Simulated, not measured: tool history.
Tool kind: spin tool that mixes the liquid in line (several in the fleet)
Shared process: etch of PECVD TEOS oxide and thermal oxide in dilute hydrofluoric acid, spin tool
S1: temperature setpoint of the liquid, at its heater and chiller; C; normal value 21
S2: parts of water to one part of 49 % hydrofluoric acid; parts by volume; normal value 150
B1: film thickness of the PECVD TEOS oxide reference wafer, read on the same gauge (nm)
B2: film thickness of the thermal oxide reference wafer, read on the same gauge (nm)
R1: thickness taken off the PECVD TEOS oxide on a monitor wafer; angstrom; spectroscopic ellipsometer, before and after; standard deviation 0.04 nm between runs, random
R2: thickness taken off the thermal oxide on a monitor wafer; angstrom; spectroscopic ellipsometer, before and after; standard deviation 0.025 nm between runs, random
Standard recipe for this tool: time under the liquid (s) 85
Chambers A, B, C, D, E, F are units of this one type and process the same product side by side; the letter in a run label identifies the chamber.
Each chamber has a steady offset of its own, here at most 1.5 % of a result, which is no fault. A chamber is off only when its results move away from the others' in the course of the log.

{"run": "1F", "day": 0.204, "S1": 21, "S2": 150, "time under the liquid (s)": 85, "B1": 50.002, "B2": 100, "R1": 41.472, "R2": 22.542}
{"run": "2A", "day": 0.321, "S1": 21, "S2": 150, "time under the liquid (s)": 85, "B1": 49.999, "B2": 100, "R1": 41.144, "R2": 22.685}
{"run": "3B", "day": 0.521, "S1": 21, "S2": 150, "time under the liquid (s)": 85, "B1": 49.98, "B2": 99.955, "R1": 40.72, "R2": 22.045}
{"run": "4C", "day": 0.704, "S1": 21, "S2": 150, "time under the liquid (s)": 85, "B1": 49.989, "B2": 100, "R1": 41.349, "R2": 22.008}
{"run": "5E", "day": 0.954, "S1": 21, "S2": 150, "time under the liquid (s)": 85, "B1": 49.994, "B2": 100.01, "R1": 40.83, "R2": 22.787}
{"run": "6D", "day": 1.138, "S1": 21, "S2": 150, "time under the liquid (s)": 110, "B1": 49.993, "B2": 99.992, "R1": 52.954, "R2": 28.959}
{"run": "7A", "day": 1.329, "S1": 21, "S2": 150, "time under the liquid (s)": 110, "B1": 49.975, "B2": 100.01, "R1": 53.098, "R2": 28.614}
{"run": "8E", "day": 1.454, "S1": 21, "S2": 150, "time under the liquid (s)": 110, "B1": 49.973, "B2": 99.99, "R1": 53.153, "R2": 29.368}
{"run": "9D", "day": 1.633, "S1": 21, "S2": 150, "time under the liquid (s)": 110, "B1": 49.969, "B2": 99.988, "R1": 53.089, "R2": 29.227}
{"run": "10B", "day": 1.75, "S1": 21, "S2": 150, "time under the liquid (s)": 110, "B1": 49.997, "B2": 100.04, "R1": 53.414, "R2": 28.481}
{"run": "11C", "day": 1.996, "S1": 21, "S2": 150, "time under the liquid (s)": 110, "B1": 49.99, "B2": 100.06, "R1": 53.627, "R2": 29.086}
{"run": "12F", "day": 2.221, "S1": 21, "S2": 150, "time under the liquid (s)": 85, "B1": 50.049, "B2": 100.05, "R1": 41.013, "R2": 22.089}
{"run": "13E", "day": 2.412, "S1": 21, "S2": 150, "time under the liquid (s)": 85, "B1": 50.018, "B2": 100.02, "R1": 41.142, "R2": 22.311}
{"run": "14D", "day": 2.617, "S1": 21, "S2": 150, "time under the liquid (s)": 85, "B1": 50.031, "B2": 99.972, "R1": 41.029, "R2": 22.381}
{"run": "15F", "day": 2.742, "S1": 21, "S2": 150, "time under the liquid (s)": 85, "B1": 49.986, "B2": 100.02, "R1": 40.928, "R2": 22.517}
{"run": "16B", "day": 3.0, "S1": 21, "S2": 150, "time under the liquid (s)": 85, "B1": 50.012, "B2": 100.03, "R1": 40.974, "R2": 22.061}
{"run": "17C", "day": 3.175, "S1": 19, "S2": 220, "time under the liquid (s)": 85, "B1": 49.981, "B2": 100.03, "R1": 23.736, "R2": 13.245}
{"run": "18A", "day": 3.371, "S1": 19, "S2": 220, "time under the liquid (s)": 85, "B1": 50.026, "B2": 99.982, "R1": 23.743, "R2": 13.183}
{"run": "19C", "day": 3.562, "S1": 19, "S2": 220, "time under the liquid (s)": 85, "B1": 50.005, "B2": 99.956, "R1": 23.774, "R2": 13.015}
{"run": "20B", "day": 3.75, "S1": 19, "S2": 220, "time under the liquid (s)": 85, "B1": 50.005, "B2": 100.04, "R1": 24.309, "R2": 12.884}
{"run": "21F", "day": 3.904, "S1": 19, "S2": 220, "time under the liquid (s)": 85, "B1": 49.947, "B2": 99.955, "R1": 25.142, "R2": 13.896}
{"run": "22D", "day": 4.146, "S1": 19, "S2": 220, "time under the liquid (s)": 85, "B1": 49.941, "B2": 100.01, "R1": 23.931, "R2": 13.192}
{"day": 4.25, "done": "chamber A: hydrofluoric acid flow meter replaced"}
{"run": "23E", "day": 4.383, "S1": 21, "S2": 150, "time under the liquid (s)": 85, "B1": 50.038, "B2": 100.01, "R1": 40.495, "R2": 22.307}
{"run": "24A", "day": 4.629, "S1": 21, "S2": 150, "time under the liquid (s)": 85, "B1": 50.021, "B2": 100, "R1": 41.761, "R2": 22.129}
{"run": "25D", "day": 4.792, "S1": 21, "S2": 150, "time under the liquid (s)": 85, "B1": 49.989, "B2": 99.969, "R1": 40.992, "R2": 22.308}
{"run": "26F", "day": 4.967, "S1": 21, "S2": 150, "time under the liquid (s)": 85, "B1": 50.011, "B2": 100.01, "R1": 42.754, "R2": 23.374}
{"run": "27E", "day": 5.192, "S1": 21, "S2": 150, "time under the liquid (s)": 85, "B1": 49.992, "B2": 99.989, "R1": 41.186, "R2": 23.058}
{"run": "28A", "day": 5.362, "S1": 21, "S2": 150, "time under the liquid (s)": 85, "B1": 50.015, "B2": 99.993, "R1": 41.277, "R2": 22.342}
{"run": "29C", "day": 5.604, "S1": 21, "S2": 150, "time under the liquid (s)": 85, "B1": 49.985, "B2": 99.992, "R1": 40.884, "R2": 21.823}
{"run": "30B", "day": 5.721, "S1": 21, "S2": 150, "time under the liquid (s)": 85, "B1": 49.961, "B2": 99.989, "R1": 41.696, "R2": 22.745}
{"run": "31B", "day": 5.975, "S1": 21, "S2": 150, "time under the liquid (s)": 85, "B1": 49.983, "B2": 100.02, "R1": 40.603, "R2": 22.352}
{"run": "32E", "day": 6.129, "S1": 21, "S2": 150, "time under the liquid (s)": 85, "B1": 49.978, "B2": 100.01, "R1": 41.045, "R2": 23.12}
{"run": "33C", "day": 6.325, "S1": 18.5, "S2": 115, "time under the liquid (s)": 85, "B1": 49.98, "B2": 99.982, "R1": 50.802, "R2": 27.562}
{"run": "34D", "day": 6.496, "S1": 18.5, "S2": 115, "time under the liquid (s)": 85, "B1": 49.977, "B2": 99.979, "R1": 50.367, "R2": 27.883}
{"run": "35A", "day": 6.692, "S1": 18.5, "S2": 115, "time under the liquid (s)": 85, "B1": 50.014, "B2": 99.989, "R1": 49.513, "R2": 26.809}
{"run": "36F", "day": 6.942, "S1": 18.5, "S2": 115, "time under the liquid (s)": 85, "B1": 50.021, "B2": 100.01, "R1": 54.289, "R2": 30.099}
{"run": "37F", "day": 7.183, "S1": 18.5, "S2": 115, "time under the liquid (s)": 85, "B1": 50.018, "B2": 99.985, "R1": 53.488, "R2": 29.423}
{"day": 7.338, "done": "chamber E: thermometer replaced"}
{"run": "38A", "day": 7.342, "S1": 18.5, "S2": 115, "time under the liquid (s)": 85, "B1": 49.997, "B2": 100.01, "R1": 48.907, "R2": 27.389}
{"run": "39E", "day": 7.579, "S1": 21, "S2": 150, "time under the liquid (s)": 85, "B1": 50.023, "B2": 100.02, "R1": 41.153, "R2": 22.518}

Each of the 6 chambers runs these same settings next. Fill in every chamber's results:
{"run": "40A", "day": 7.767, "S1": 19, "S2": 150, "time under the liquid (s)": 85, "R1": "?", "R2": "?"}
{"run": "40B", "day": 7.767, "S1": 19, "S2": 150, "time under the liquid (s)": 85, "R1": "?", "R2": "?"}
{"run": "40C", "day": 7.767, "S1": 19, "S2": 150, "time under the liquid (s)": 85, "R1": "?", "R2": "?"}
{"run": "40D", "day": 7.767, "S1": 19, "S2": 150, "time under the liquid (s)": 85, "R1": "?", "R2": "?"}
{"run": "40E", "day": 7.767, "S1": 19, "S2": 150, "time under the liquid (s)": 85, "R1": "?", "R2": "?"}
{"run": "40F", "day": 7.767, "S1": 19, "S2": 150, "time under the liquid (s)": 85, "R1": "?", "R2": "?"}

run=40A R1=38.009 R2=20.671
run=40B R1=38.262 R2=20.33
run=40C R1=37.173 R2=20.228
run=40D R1=37.615 R2=20.94
run=40E R1=37.986 R2=21.134
run=40F R1=41.04 R2=22.434
